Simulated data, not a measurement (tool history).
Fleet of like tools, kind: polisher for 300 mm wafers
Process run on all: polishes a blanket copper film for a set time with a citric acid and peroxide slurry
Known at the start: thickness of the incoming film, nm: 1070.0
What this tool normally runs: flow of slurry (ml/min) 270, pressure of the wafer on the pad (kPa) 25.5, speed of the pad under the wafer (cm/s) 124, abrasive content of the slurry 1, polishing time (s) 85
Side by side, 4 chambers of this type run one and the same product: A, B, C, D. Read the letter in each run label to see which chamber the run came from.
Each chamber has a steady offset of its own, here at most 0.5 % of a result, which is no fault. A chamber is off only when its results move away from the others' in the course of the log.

run	hour	flow of slurry (ml/min)	pressure of the wafer on the pad (kPa)	speed of the pad under the wafer (cm/s)	abrasive content of the slurry	polishing time (s)	wafers polished on this pad	hours since the slurry nozzle was cleaned	hours since the head pressure was calibrated	hours since the slurry blender was calibrated	film removed (Å)
# hour 1.6: chamber D: slurry nozzle cleaned
# hour 4.1: chamber A: slurry blender recalibrated
1D	8.7	270	25.5	124	1	85	423	7.2	1097.4	178.8	2804.9
2C	19.2	270	25.5	124	1	85	1155	590.9	1287.8	151.3	2807.7
3B	26.6	270	25.5	124	1	85	636	570	646.5	232.1	2810.8
# hour 27.1: chamber D: worn pad replaced by a new one
# hour 35.5: chamber B: worn pad replaced by a new one
4A	36.3	270	25.5	124	1	85	486	138.4	616.2	32.2	2851
# hour 38.3: chamber B: head pressure recalibrated
5D	42.4	270	29	124	1	85	115	40.9	1131.1	212.5	3146.6
6B	53.7	270	29	124	1	85	137	597.1	15.4	259.2	3177.7
# hour 60: chamber C: worn pad replaced by a new one
7A	61.2	270	29	124	1	85	674	163.3	641.1	57.1	3196.3
# hour 64.3: chamber A: worn pad replaced by a new one
8C	69.6	270	29	124	1	85	72	641.3	1338.2	201.7	3178.5
# hour 80.2: chamber B: slurry blender recalibrated
9B	81.2	270	25.5	124	1	85	344	624.6	42.9	1	2788.1
10C	88.8	270	25.5	124	1	85	217	660.5	1357.4	220.9	2843.6
# hour 92.4: chamber D: head pressure recalibrated
11D	101.5	270	25.5	124	1	85	560	100	9.2	271.6	2639.9
# hour 111.2: chamber D: worn pad replaced by a new one
12A	114.9	270	25.5	124	1	85	381	217	694.8	110.8	2836.1
# hour 120.4: chamber B: worn pad replaced by a new one
# hour 122.3: chamber A: slurry nozzle cleaned
13C	127.6	270	25.5	124	1	85	509	699.3	1396.2	259.7	2825.2
# hour 136.5: chamber A: worn pad replaced by a new one
14A	139.3	270	25.5	124	1	85	21	17.1	719.2	135.2	2896.4
# hour 147.8: chamber C: slurry nozzle cleaned
15D	148.9	270	25.5	124	1	85	284	147.4	56.6	319	2627.3
# hour 155.2: chamber B: slurry nozzle cleaned
16B	157.5	270	30.3	124	0.7	85	279	2.3	119.2	77.3	3125.5
17C	168.5	270	30.3	124	0.7	85	817	20.7	1437.1	300.6	3096.4
18A	179.3	270	30.3	124	0.7	85	323	57.1	759.2	175.2	3057.5
19D	189.4	270	30.3	124	0.7	85	589	187.9	97.1	359.5	2849.3
# hour 196.2: chamber D: worn pad replaced by a new one
20B	200.4	270	25.5	124	1	85	602	45.2	162.1	120.2	2842.8
21C	208	270	25.5	124	1	85	1114	60.2	1476.6	340.1	2780
# hour 212: chamber A: worn pad replaced by a new one
22B	216.6	270	25.5	124	1	85	724	61.4	178.3	136.4	2790.3
23A	223.4	270	25.5	124	1	85	86	101.2	803.3	219.3	2810.5
24D	231.6	270	25.5	124	1	85	266	230.1	139.3	401.7	2611.4
25D	244.5	270	25.5	124	1	85	364	243	152.2	414.6	2611.1
26A	252.2	270	25.5	124	1	85	303	130	832.1	248.1	2806.3
# hour 262.3: chamber C: worn pad replaced by a new one
27C	263.2	270	25.5	124	1	85	7	115.4	1531.8	395.3	2763.2

Does one chamber stand apart from the rest, does the shared gauge drift, or is all well apart from small per-chamber offsets? Give the chamber and the most likely cause, where there is one.

A service left chamber D off against the others.
Likeliest cause: head's pressure below its setpoint, % = 7.12.

Here are 4 candidates for chamber D's next run, each the usual settings with a change, their results left as question marks. Which one brings its results back in line with what the others give on the usual settings?
Allowed miss from the other chambers' usual-settings mean, per result, to count as in line: film removed (Å) 100
28D-1	273.3	270	26.2	128	1	87					?
28D-2	273.3	270	25.5	132	1	91					?
28D-3	273.3	270	24.8	118	1	85					?
28D-4	273.3	265	25.5	108	1	85					?

Average result of the remaining chambers running the usual settings: film removed (Å) 2812.7
run	film removed (Å)
28D-1	2828.2
28D-2	2970.4
28D-3	2414.1
28D-4	2266.8
With 28D-1, the chamber falls back in line with the rest.

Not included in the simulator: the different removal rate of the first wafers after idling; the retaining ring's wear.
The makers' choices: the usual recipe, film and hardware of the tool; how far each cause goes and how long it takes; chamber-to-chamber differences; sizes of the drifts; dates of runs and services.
